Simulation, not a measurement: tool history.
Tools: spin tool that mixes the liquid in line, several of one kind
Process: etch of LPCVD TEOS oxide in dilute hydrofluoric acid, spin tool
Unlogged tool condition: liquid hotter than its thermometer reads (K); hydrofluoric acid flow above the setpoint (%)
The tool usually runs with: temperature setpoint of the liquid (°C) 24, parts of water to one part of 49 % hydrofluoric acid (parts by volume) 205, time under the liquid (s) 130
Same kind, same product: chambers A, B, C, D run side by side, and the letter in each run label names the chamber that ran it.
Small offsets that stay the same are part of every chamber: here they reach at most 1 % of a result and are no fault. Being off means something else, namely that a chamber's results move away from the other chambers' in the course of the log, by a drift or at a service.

run,hour,temperature setpoint of the liquid (°C),parts of water to one part of 49 % hydrofluoric acid (parts by volume),time under the liquid (s),hours since the thermometer was replaced,hours since the hydrofluoric acid flow meter was replaced,"read-back film thickness of the LPCVD TEOS oxide reference wafer, read on the same gauge (nm)",thickness taken off the LPCVD TEOS oxide on a monitor wafer (Å)
1B,7.1,24,205,130,57.6,431.7,110.01,229.14
2A,12,24,205,130,319.3,878.9,110,226.08
3C,18.7,24,205,130,2005.3,497.4,110.01,226.39
4D,25.9,24,205,130,189.7,861.1,110.01,227
5A,32.1,24,205,130,339.4,899,110.02,226
6C,38,24,205,130,2024.6,516.7,110,225.48
7B,46.1,24,205,130,96.6,470.7,110.02,229.01
8D,53.9,24,205,130,217.7,889.1,110.01,226.26
9A,58,24,205,130,365.3,924.9,109.99,228.15
10C,62.9,24,205,130,2049.5,541.6,110.04,226.37
11B,69.1,24,205,130,119.6,493.7,110.02,228.67
12D,73.9,24,205,130,237.7,909.1,109.97,227.79
13D,78.6,24,205,130,242.4,913.8,110.02,226.2
14A,83.3,24,205,130,390.6,950.2,109.99,227.85
# hour 90.4: chamber B: hydrofluoric acid flow meter replaced
15B,91.6,24,205,130,142.1,1.3,109.94,227.91
16C,99.2,24,205,130,2085.8,577.9,110,225.46
17C,106.6,24,205,130,2093.2,585.3,109.97,223.19
# hour 111.3: chamber C: hydrofluoric acid flow meter replaced
18A,114.2,24,205,130,421.5,981.1,109.99,231.27
19D,118.8,24,205,130,282.6,954,109.98,226.33
20B,122.7,24,205,130,173.2,32.4,109.99,228.16
21A,128.8,24,205,130,436.1,995.7,110.02,230.62
22B,133.2,27,290,130,183.7,42.9,110,163.38
23D,141.7,27,290,130,305.5,976.9,110.01,161.33
24C,148.2,27,290,130,2134.8,36.9,110.03,162.39

For the next run the whole fleet of 4 chambers uses the same settings. Give each chamber's results:
25A,154.5,22.5,205,130,,,,?
25B,154.5,22.5,205,130,,,,?
25C,154.5,22.5,205,130,,,,?
25D,154.5,22.5,205,130,,,,?

run,thickness taken off the LPCVD TEOS oxide on a monitor wafer (Å)
25A,219.65
25B,215.5
25C,211.11
25D,215.12

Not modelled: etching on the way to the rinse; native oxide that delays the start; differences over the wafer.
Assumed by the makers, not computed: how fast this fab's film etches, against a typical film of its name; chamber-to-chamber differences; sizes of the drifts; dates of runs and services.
